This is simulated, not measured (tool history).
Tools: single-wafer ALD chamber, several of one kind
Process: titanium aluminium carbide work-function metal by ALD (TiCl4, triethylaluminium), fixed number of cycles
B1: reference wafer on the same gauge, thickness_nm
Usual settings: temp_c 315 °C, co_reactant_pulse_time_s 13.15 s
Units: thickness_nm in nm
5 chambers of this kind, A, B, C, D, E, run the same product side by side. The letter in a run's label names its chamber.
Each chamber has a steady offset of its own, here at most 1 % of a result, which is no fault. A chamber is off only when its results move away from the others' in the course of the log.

Run 1E, hour 6.3: usual settings; B1 1.8994. Result: thickness_nm 2.1815 nm.
Run 2B, hour 10.7: usual settings; B1 1.8992. Result: thickness_nm 2.1626 nm.
Run 3D, hour 16.8: usual settings; B1 1.8993. Result: thickness_nm 2.1937 nm.
Run 4A, hour 19.9: usual settings; B1 1.8995. Result: thickness_nm 2.1829 nm.
Run 5C, hour 26: usual settings; B1 1.8989. Result: thickness_nm 2.1806 nm.
Run 6A, hour 30.4: usual settings; B1 1.8979. Result: thickness_nm 2.1832 nm.
Run 7D, hour 33.9: usual settings; B1 1.8983. Result: thickness_nm 2.1935 nm.
Run 8E, hour 37.5: usual settings; B1 1.8976. Result: thickness_nm 2.1819 nm.
Run 9C, hour 42.4: usual settings; B1 1.8971. Result: thickness_nm 2.1783 nm.
Run 10B, hour 45.5: usual settings; B1 1.8978. Result: thickness_nm 2.1657 nm.
Run 11C, hour 49.7: usual settings; B1 1.8971. Result: thickness_nm 2.1781 nm.
Run 12E, hour 54.3: usual settings; B1 1.8969. Result: thickness_nm 2.1829 nm.
Run 13B, hour 58.8: usual settings; B1 1.8965. Result: thickness_nm 2.164 nm.
Run 14D, hour 65.6: usual settings; B1 1.8958. Result: thickness_nm 2.187 nm.
Run 15A, hour 69.3: usual settings; B1 1.8965. Result: thickness_nm 2.1798 nm.
Run 16C, hour 73.9: usual settings but co_reactant_pulse_time_s 9.32 s; B1 1.8963. Result: thickness_nm 2.114 nm.
Run 17D, hour 78.9: usual settings but co_reactant_pulse_time_s 9.32 s; B1 1.8957. Result: thickness_nm 2.1276 nm.
Run 18A, hour 83: usual settings but co_reactant_pulse_time_s 9.32 s; B1 1.8961. Result: thickness_nm 2.1137 nm.
Run 19B, hour 87.7: usual settings but co_reactant_pulse_time_s 9.32 s; B1 1.8945. Result: thickness_nm 2.0952 nm.
Run 20E, hour 92.9: usual settings but co_reactant_pulse_time_s 9.32 s; B1 1.8942. Result: thickness_nm 2.112 nm.
Run 21D, hour 98.7: usual settings but temp_c 304 °C, co_reactant_pulse_time_s 8.28 s; B1 1.8943. Result: thickness_nm 1.9934 nm.
Run 22B, hour 102.1: usual settings but temp_c 304 °C, co_reactant_pulse_time_s 8.28 s; B1 1.8945. Result: thickness_nm 1.9642 nm.
At hour 106.6: chamber C: thermocouple changed; heater temperature recalibrated.
Run 23A, hour 106.7: usual settings but temp_c 304 °C, co_reactant_pulse_time_s 8.28 s; B1 1.8946. Result: thickness_nm 1.9803 nm.
Run 24C, hour 113: usual settings but temp_c 304 °C, co_reactant_pulse_time_s 8.28 s; B1 1.8941. Result: thickness_nm 1.9833 nm.
Run 25E, hour 119.2: usual settings but temp_c 304 °C, co_reactant_pulse_time_s 8.28 s; B1 1.894. Result: thickness_nm 1.9841 nm.
Run 26D, hour 125.5: usual settings; B1 1.8933. Result: thickness_nm 2.1852 nm.
Run 27A, hour 130.4: usual settings; B1 1.893. Result: thickness_nm 2.1807 nm.
Run 28E, hour 133.7: usual settings; B1 1.8919. Result: thickness_nm 2.1805 nm.
Run 29B, hour 137.9: usual settings; B1 1.8924. Result: thickness_nm 2.1585 nm.
Run 30C, hour 140.9: usual settings; B1 1.8913. Result: thickness_nm 2.1679 nm.
At hour 144.4: chamber A: thermocouple changed; heater temperature recalibrated.
Run 31B, hour 145.8: usual settings; B1 1.8921. Result: thickness_nm 2.1552 nm.
Run 32E, hour 150.5: usual settings; B1 1.891. Result: thickness_nm 2.1702 nm.
Run 33A, hour 154.4: usual settings; B1 1.8912. Result: thickness_nm 2.1755 nm.
Run 34C, hour 160.1: usual settings; B1 1.8906. Result: thickness_nm 2.1717 nm.
Run 35D, hour 163.2: usual settings; B1 1.8908. Result: thickness_nm 2.1828 nm.
Run 36B, hour 167.9: usual settings but temp_c 305 °C, co_reactant_pulse_time_s 9.62 s; B1 1.8906. Result: thickness_nm 2.0156 nm.
Run 37E, hour 172.5: usual settings but temp_c 305 °C, co_reactant_pulse_time_s 9.62 s; B1 1.89. Result: thickness_nm 2.0305 nm.
Run 38D, hour 177: usual settings but temp_c 305 °C, co_reactant_pulse_time_s 9.62 s; B1 1.8903. Result: thickness_nm 2.041 nm.
Run 39C, hour 183.1: usual settings but temp_c 305 °C, co_reactant_pulse_time_s 9.62 s; B1 1.8901. Result: thickness_nm 2.025 nm.
Run 40A, hour 189.3: usual settings but temp_c 305 °C, co_reactant_pulse_time_s 9.62 s; B1 1.8884. Result: thickness_nm 2.0309 nm.

Next, every chamber runs the same settings. What will each give?
Run 41A, hour 194.2: usual settings. Result: thickness_nm ?.
Run 41B, hour 194.2: usual settings. Result: thickness_nm ?.
Run 41C, hour 194.2: usual settings. Result: thickness_nm ?.
Run 41D, hour 194.2: usual settings. Result: thickness_nm ?.
Run 41E, hour 194.2: usual settings. Result: thickness_nm ?.

run  thickness_nm
41A        2.1765
41B        2.1566
41C        2.1671
41D         2.179
41E        2.1694
